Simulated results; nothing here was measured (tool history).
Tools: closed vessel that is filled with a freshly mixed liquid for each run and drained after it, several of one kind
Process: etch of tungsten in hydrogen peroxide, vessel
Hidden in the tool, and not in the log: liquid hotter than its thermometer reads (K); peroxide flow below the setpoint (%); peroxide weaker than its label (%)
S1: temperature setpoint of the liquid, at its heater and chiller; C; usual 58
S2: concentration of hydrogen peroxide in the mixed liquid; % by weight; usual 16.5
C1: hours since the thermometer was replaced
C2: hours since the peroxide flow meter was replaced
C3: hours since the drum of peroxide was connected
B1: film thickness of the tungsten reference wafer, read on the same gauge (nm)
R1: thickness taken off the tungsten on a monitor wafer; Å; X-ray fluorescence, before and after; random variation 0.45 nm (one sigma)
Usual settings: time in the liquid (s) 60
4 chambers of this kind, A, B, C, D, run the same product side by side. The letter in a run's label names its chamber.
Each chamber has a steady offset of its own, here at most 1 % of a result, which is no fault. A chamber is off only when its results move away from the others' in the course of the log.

Run 1D, hour 2.1: usual settings; C1 1495.1; C2 1818.8; C3 492.7; B1 139.98. Result: R1 1454.7 Å.
Run 2A, hour 4.6: usual settings; C1 925.4; C2 543.9; C3 602; B1 140.03. Result: R1 1466.2 Å.
Run 3C, hour 6.8: usual settings; C1 296.8; C2 965.8; C3 348.4; B1 140. Result: R1 1458.4 Å.
Run 4B, hour 9.8: usual settings; C1 1067.6; C2 869; C3 91.1; B1 140.02. Result: R1 1465.7 Å.
Run 5A, hour 12.1: usual settings; C1 932.9; C2 551.4; C3 609.5; B1 139.98. Result: R1 1461.2 Å.
Run 6D, hour 16.1: usual settings; C1 1509.1; C2 1832.8; C3 506.7; B1 139.99. Result: R1 1467.1 Å.
Run 7B, hour 18.3: usual settings; C1 1076.1; C2 877.5; C3 99.6; B1 140.01. Result: R1 1461.7 Å.
Run 8C, hour 22.7: usual settings; C1 312.7; C2 981.7; C3 364.3; B1 139.99. Result: R1 1464.6 Å.
Run 9B, hour 27.3: usual settings; C1 1085.1; C2 886.5; C3 108.6; B1 140.03. Result: R1 1462.2 Å.
Run 10C, hour 31.8: usual settings but time in the liquid (s) 50; C1 321.8; C2 990.8; C3 373.4; B1 140. Result: R1 1214.5 Å.
Run 11A, hour 36: usual settings but time in the liquid (s) 50; C1 956.8; C2 575.3; C3 633.4; B1 140. Result: R1 1222.3 Å.
Run 12D, hour 40.3: usual settings but time in the liquid (s) 50; C1 1533.3; C2 1857; C3 530.9; B1 140.01. Result: R1 1215.6 Å.
Run 13D, hour 44: usual settings but time in the liquid (s) 50; C1 1537; C2 1860.7; C3 534.6; B1 140.03. Result: R1 1212.8 Å.
At hour 44.9: chamber D: new drum of peroxide connected.
Run 14A, hour 47: usual settings; C1 967.8; C2 586.3; C3 644.4; B1 139.99. Result: R1 1463.3 Å.
Run 15C, hour 49.1: usual settings; C1 339.1; C2 1008.1; C3 390.7; B1 140. Result: R1 1459 Å.
Run 16B, hour 53.3: usual settings; C1 1111.1; C2 912.5; C3 134.6; B1 139.99. Result: R1 1458.9 Å.
Run 17D, hour 57.2: usual settings but S1 49 C; C1 1550.2; C2 1873.9; C3 12.4; B1 140.01. Result: R1 843.66 Å.
Run 18C, hour 59.9: usual settings but S1 49 C; C1 349.9; C2 1018.9; C3 401.5; B1 140. Result: R1 864.13 Å.
Run 19B, hour 62.8: usual settings but S1 49 C; C1 1120.6; C2 922; C3 144.1; B1 140.01. Result: R1 851.82 Å.
Run 20A, hour 66.5: usual settings but S1 49 C; C1 987.3; C2 605.8; C3 663.9; B1 140. Result: R1 860.96 Å.
Run 21B, hour 70.9: usual settings but S2 13 % by weight, time in the liquid (s) 40; C1 1128.7; C2 930.1; C3 152.2; B1 140.01. Result: R1 860.01 Å.
Run 22C, hour 75: usual settings but S2 13 % by weight, time in the liquid (s) 40; C1 365; C2 1034; C3 416.6; B1 140.01. Result: R1 864.72 Å.
Run 23A, hour 78.3: usual settings but S2 13 % by weight, time in the liquid (s) 40; C1 999.1; C2 617.6; C3 675.7; B1 140. Result: R1 865.83 Å.
Run 24D, hour 82.8: usual settings but S2 13 % by weight, time in the liquid (s) 40; C1 1575.8; C2 1899.5; C3 38; B1 139.98. Result: R1 860.82 Å.
Run 25D, hour 86.7: usual settings; C1 1579.7; C2 1903.4; C3 41.9; B1 139.99. Result: R1 1449.2 Å.

All 4 chambers run these settings next. Forecast each chamber's results:
Run 26A, hour 90.2: usual settings but S2 13.5 % by weight. Result: R1 ?.
Run 26B, hour 90.2: usual settings but S2 13.5 % by weight. Result: R1 ?.
Run 26C, hour 90.2: usual settings but S2 13.5 % by weight. Result: R1 ?.
Run 26D, hour 90.2: usual settings but S2 13.5 % by weight. Result: R1 ?.

run      R1
26A  1320.1
26B  1312.9
26C  1314.7
26D  1311.1
